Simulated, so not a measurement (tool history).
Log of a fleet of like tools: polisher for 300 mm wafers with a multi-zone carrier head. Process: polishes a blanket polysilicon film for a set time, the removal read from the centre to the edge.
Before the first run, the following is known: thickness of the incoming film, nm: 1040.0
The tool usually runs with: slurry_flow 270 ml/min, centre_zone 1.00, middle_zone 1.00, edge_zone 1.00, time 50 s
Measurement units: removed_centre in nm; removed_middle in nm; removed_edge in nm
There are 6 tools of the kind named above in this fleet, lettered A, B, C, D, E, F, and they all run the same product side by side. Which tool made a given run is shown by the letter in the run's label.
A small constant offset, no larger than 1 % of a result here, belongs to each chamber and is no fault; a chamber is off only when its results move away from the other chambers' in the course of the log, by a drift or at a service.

-- hour=3.0 chamber D: slurry nozzle cleaned
-- hour=7.2 chamber D: centre zone pressure recalibrated
run 1F hour=7.7 | slurry_flow=270 centre_zone=1.00 middle_zone=1.00 edge_zone=1.00 time=50 | removed_centre=338.01 removed_middle=333.97 removed_edge=338.99
-- hour=11.1 chamber A: worn pad replaced by a new one
run 2A hour=17.0 | slurry_flow=270 centre_zone=1.00 middle_zone=1.00 edge_zone=1.00 time=50 | removed_centre=337.30 removed_middle=331.85 removed_edge=337.32
-- hour=18.0 chamber B: worn pad replaced by a new one
-- hour=22.1 chamber F: centre zone pressure recalibrated
run 3D hour=26.3 | slurry_flow=270 centre_zone=1.00 middle_zone=1.00 edge_zone=1.00 time=50 | removed_centre=339.93 removed_middle=339.29 removed_edge=335.56
-- hour=29.8 chamber E: slurry nozzle cleaned
-- hour=37.1 chamber C: worn pad replaced by a new one
run 4E hour=40.1 | slurry_flow=270 centre_zone=1.00 middle_zone=1.00 edge_zone=1.00 time=50 | removed_centre=338.28 removed_middle=337.22 removed_edge=343.71
-- hour=52.4 chamber E: worn pad replaced by a new one
run 5C hour=53.0 | slurry_flow=270 centre_zone=1.00 middle_zone=1.00 edge_zone=1.00 time=50 | removed_centre=335.92 removed_middle=336.42 removed_edge=341.40
run 6B hour=66.6 | slurry_flow=270 centre_zone=1.00 middle_zone=1.00 edge_zone=1.00 time=50 | removed_centre=334.81 removed_middle=339.66 removed_edge=336.27
-- hour=67.7 chamber F: worn pad replaced by a new one
run 7E hour=75.8 | slurry_flow=270 centre_zone=1.00 middle_zone=1.00 edge_zone=1.00 time=50 | removed_centre=335.19 removed_middle=337.97 removed_edge=338.70
run 8D hour=87.4 | slurry_flow=270 centre_zone=1.00 middle_zone=1.00 edge_zone=1.00 time=50 | removed_centre=344.06 removed_middle=338.00 removed_edge=336.36
run 9F hour=98.0 | slurry_flow=270 centre_zone=1.00 middle_zone=1.00 edge_zone=1.00 time=50 | removed_centre=339.09 removed_middle=338.49 removed_edge=336.64
-- hour=98.2 chamber D: edge zone pressure recalibrated
-- hour=101.7 chamber D: worn pad replaced by a new one
-- hour=105.3 chamber B: worn pad replaced by a new one
run 10C hour=110.5 | slurry_flow=270 centre_zone=1.00 middle_zone=1.00 edge_zone=1.00 time=50 | removed_centre=342.18 removed_middle=332.63 removed_edge=341.30
run 11A hour=124.0 | slurry_flow=270 centre_zone=1.00 middle_zone=1.00 edge_zone=1.00 time=50 | removed_centre=337.47 removed_middle=341.27 removed_edge=335.16
run 12B hour=133.8 | slurry_flow=270 centre_zone=1.00 middle_zone=1.00 edge_zone=1.00 time=50 | removed_centre=342.90 removed_middle=341.22 removed_edge=331.07
-- hour=141.8 chamber F: worn pad replaced by a new one
-- hour=144.1 chamber A: worn pad replaced by a new one
run 13A hour=145.6 | slurry_flow=270 centre_zone=1.00 middle_zone=1.00 edge_zone=1.00 time=50 | removed_centre=333.36 removed_middle=336.97 removed_edge=335.49
run 14C hour=158.0 | slurry_flow=270 centre_zone=1.00 middle_zone=1.00 edge_zone=1.00 time=50 | removed_centre=341.64 removed_middle=338.35 removed_edge=340.38
run 15D hour=171.8 | slurry_flow=270 centre_zone=0.92 middle_zone=0.96 edge_zone=1.00 time=50 | removed_centre=309.62 removed_middle=323.41 removed_edge=338.40
run 16E hour=178.7 | slurry_flow=270 centre_zone=0.92 middle_zone=0.96 edge_zone=1.00 time=50 | removed_centre=303.80 removed_middle=330.13 removed_edge=337.54
-- hour=181.8 chamber E: worn pad replaced by a new one
-- hour=182.2 chamber B: slurry nozzle cleaned
-- hour=189.6 chamber B: centre zone pressure recalibrated
run 17F hour=191.4 | slurry_flow=270 centre_zone=0.92 middle_zone=0.96 edge_zone=1.00 time=50 | removed_centre=312.32 removed_middle=325.03 removed_edge=337.72
-- hour=192.8 chamber B: worn pad replaced by a new one
-- hour=197.9 chamber A: slurry nozzle cleaned
run 18B hour=200.5 | slurry_flow=270 centre_zone=0.92 middle_zone=0.96 edge_zone=1.00 time=50 | removed_centre=308.45 removed_middle=332.16 removed_edge=332.34
-- hour=205.6 chamber D: worn pad replaced by a new one
run 19C hour=209.2 | slurry_flow=270 centre_zone=0.92 middle_zone=0.96 edge_zone=1.00 time=50 | removed_centre=309.40 removed_middle=330.86 removed_edge=341.45
run 20B hour=218.5 | slurry_flow=270 centre_zone=0.92 middle_zone=0.96 edge_zone=1.00 time=50 | removed_centre=311.95 removed_middle=322.24 removed_edge=334.98
-- hour=220.1 chamber F: worn pad replaced by a new one
run 21F hour=226.8 | slurry_flow=270 centre_zone=1.00 middle_zone=1.00 edge_zone=1.00 time=50 | removed_centre=344.16 removed_middle=335.18 removed_edge=339.55
-- hour=227.8 chamber C: worn pad replaced by a new one
run 22D hour=238.0 | slurry_flow=270 centre_zone=1.00 middle_zone=1.00 edge_zone=1.00 time=58 | removed_centre=389.83 removed_middle=391.88 removed_edge=385.15
run 23A hour=251.9 | slurry_flow=270 centre_zone=1.00 middle_zone=1.00 edge_zone=1.00 time=58 | removed_centre=390.56 removed_middle=390.74 removed_edge=388.30
run 24E hour=260.8 | slurry_flow=270 centre_zone=1.00 middle_zone=1.00 edge_zone=1.00 time=58 | removed_centre=395.00 removed_middle=393.36 removed_edge=390.61
run 25B hour=267.5 | slurry_flow=270 centre_zone=1.00 middle_zone=1.00 edge_zone=1.00 time=58 | removed_centre=394.51 removed_middle=391.77 removed_edge=390.84
run 26D hour=281.6 | slurry_flow=270 centre_zone=1.00 middle_zone=1.00 edge_zone=1.00 time=58 | removed_centre=391.09 removed_middle=393.66 removed_edge=391.70
run 27A hour=289.4 | slurry_flow=270 centre_zone=1.00 middle_zone=1.00 edge_zone=1.00 time=58 | removed_centre=387.04 removed_middle=389.77 removed_edge=393.09
-- hour=293.5 chamber B: worn pad replaced by a new one
-- hour=300.2 chamber F: worn pad replaced by a new one
-- hour=300.2 chamber A: worn pad replaced by a new one
run 28E hour=300.9 | slurry_flow=270 centre_zone=1.00 middle_zone=1.00 edge_zone=1.00 time=50 | removed_centre=343.02 removed_middle=338.02 removed_edge=341.20
-- hour=305.0 chamber D: worn pad replaced by a new one
run 29C hour=308.5 | slurry_flow=270 centre_zone=1.00 middle_zone=0.89 edge_zone=1.09 time=50 | removed_centre=340.11 removed_middle=301.15 removed_edge=358.20
-- hour=310.4 chamber C: centre zone pressure recalibrated
run 30F hour=318.6 | slurry_flow=270 centre_zone=1.00 middle_zone=0.89 edge_zone=1.09 time=50 | removed_centre=334.37 removed_middle=300.63 removed_edge=357.85
run 31D hour=326.8 | slurry_flow=270 centre_zone=1.00 middle_zone=0.89 edge_zone=1.09 time=50 | removed_centre=341.19 removed_middle=302.83 removed_edge=356.99
-- hour=334.9 chamber E: worn pad replaced by a new one
run 32B hour=337.8 | slurry_flow=270 centre_zone=1.00 middle_zone=0.89 edge_zone=1.09 time=50 | removed_centre=331.54 removed_middle=306.71 removed_edge=353.60
run 33C hour=345.5 | slurry_flow=270 centre_zone=1.00 middle_zone=0.89 edge_zone=1.09 time=50 | removed_centre=343.10 removed_middle=302.34 removed_edge=356.54
run 34A hour=351.9 | slurry_flow=270 centre_zone=1.00 middle_zone=0.89 edge_zone=1.09 time=50 | removed_centre=347.61 removed_middle=301.52 removed_edge=348.72
run 35F hour=364.6 | slurry_flow=270 centre_zone=1.09 middle_zone=1.00 edge_zone=1.00 time=67 | removed_centre=502.19 removed_middle=448.97 removed_edge=453.20
run 36E hour=371.9 | slurry_flow=270 centre_zone=1.09 middle_zone=1.00 edge_zone=1.00 time=67 | removed_centre=495.50 removed_middle=453.44 removed_edge=452.46
run 37A hour=379.7 | slurry_flow=270 centre_zone=1.09 middle_zone=1.00 edge_zone=1.00 time=67 | removed_centre=503.06 removed_middle=453.11 removed_edge=454.54

Each of the 6 chambers runs these same settings next. Fill in every chamber's results:
run 38A hour=389.8 | slurry_flow=270 centre_zone=0.95 middle_zone=1.00 edge_zone=1.00 time=50 | removed_centre=? removed_middle=? removed_edge=?
run 38B hour=389.8 | slurry_flow=270 centre_zone=0.95 middle_zone=1.00 edge_zone=1.00 time=50 | removed_centre=? removed_middle=? removed_edge=?
run 38C hour=389.8 | slurry_flow=270 centre_zone=0.95 middle_zone=1.00 edge_zone=1.00 time=50 | removed_centre=? removed_middle=? removed_edge=?
run 38D hour=389.8 | slurry_flow=270 centre_zone=0.95 middle_zone=1.00 edge_zone=1.00 time=50 | removed_centre=? removed_middle=? removed_edge=?
run 38E hour=389.8 | slurry_flow=270 centre_zone=0.95 middle_zone=1.00 edge_zone=1.00 time=50 | removed_centre=? removed_middle=? removed_edge=?
run 38F hour=389.8 | slurry_flow=270 centre_zone=0.95 middle_zone=1.00 edge_zone=1.00 time=50 | removed_centre=? removed_middle=? removed_edge=?

run=38A removed_centre=319.87 removed_middle=334.46 removed_edge=333.29
run=38B removed_centre=321.14 removed_middle=341.02 removed_edge=333.03
run=38C removed_centre=318.74 removed_middle=337.71 removed_edge=341.38
run=38D removed_centre=313.32 removed_middle=333.02 removed_edge=334.29
run=38E removed_centre=318.86 removed_middle=339.26 removed_edge=334.63
run=38F removed_centre=322.71 removed_middle=332.17 removed_edge=337.32
